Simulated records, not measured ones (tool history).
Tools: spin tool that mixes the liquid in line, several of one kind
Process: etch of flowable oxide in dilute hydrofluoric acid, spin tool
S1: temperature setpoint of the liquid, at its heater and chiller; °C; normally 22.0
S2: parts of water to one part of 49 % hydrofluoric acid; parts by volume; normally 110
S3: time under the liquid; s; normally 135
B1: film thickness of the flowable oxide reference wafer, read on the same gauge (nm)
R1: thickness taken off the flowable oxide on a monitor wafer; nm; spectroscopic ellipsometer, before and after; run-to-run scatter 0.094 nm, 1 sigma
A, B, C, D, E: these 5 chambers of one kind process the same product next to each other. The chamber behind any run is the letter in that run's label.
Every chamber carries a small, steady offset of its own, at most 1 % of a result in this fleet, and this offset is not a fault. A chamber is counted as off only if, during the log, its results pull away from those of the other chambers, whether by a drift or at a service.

run,hour,S1,S2,S3,B1,R1
1D,11.4,22.0,110,135,60.045,24.588
2B,20.1,22.0,110,135,60.021,24.414
3C,32.4,22.0,110,135,60.017,24.617
4A,40.9,22.0,110,135,60.005,24.800
5E,51.8,22.0,110,135,59.949,24.601
# hour 56.0: chamber B: thermometer replaced
6B,64.3,22.0,110,135,59.971,24.576
7C,71.6,22.0,110,135,60.007,24.806
8A,79.8,26.5,110,135,60.007,29.363
9E,87.1,26.5,110,135,59.976,29.350
10D,94.5,26.5,110,135,59.996,29.259
11C,101.3,26.5,110,135,60.033,29.302
12A,115.0,26.5,110,135,59.993,29.531
13E,122.8,22.0,110,135,59.990,24.456
14B,137.3,22.0,110,135,60.016,24.546
15D,148.2,25.0,110,135,60.000,27.546
# hour 158.6: chamber D: hydrofluoric acid flow meter replaced
16A,159.3,25.0,110,135,60.013,27.770
17B,173.3,25.0,110,135,59.990,27.684
# hour 183.7: chamber A: hydrofluoric acid flow meter replaced
18E,187.1,25.0,110,135,60.001,27.668
19D,199.8,25.0,110,135,59.972,27.706
20C,208.0,22.0,110,135,60.003,24.766
21A,217.1,22.0,110,135,59.978,24.627
22B,231.7,22.0,110,135,60.030,24.443
# hour 236.9: chamber E: thermometer replaced
23E,238.6,22.0,110,135,60.014,24.513
24D,252.9,22.0,110,135,60.043,24.532
25C,265.7,22.0,70,205,59.993,62.098
26C,278.3,22.0,70,205,59.970,61.893
27B,290.6,22.0,70,205,59.988,60.951
28A,304.7,22.0,70,205,59.983,61.061
29D,314.2,22.0,70,205,59.973,60.999
30E,321.0,24.0,110,135,59.964,26.602
31B,329.4,24.0,110,135,60.002,26.636
32E,342.7,24.0,110,135,59.996,26.749

The same settings go to every chamber for the next run, one line per chamber below. Forecast the results for each:
33A,353.2,22.0,110,135,,?
33B,353.2,22.0,110,135,,?
33C,353.2,22.0,110,135,,?
33D,353.2,22.0,110,135,,?
33E,353.2,22.0,110,135,,?

run,R1
33A,24.719
33B,24.378
33C,24.854
33D,24.224
33E,24.746
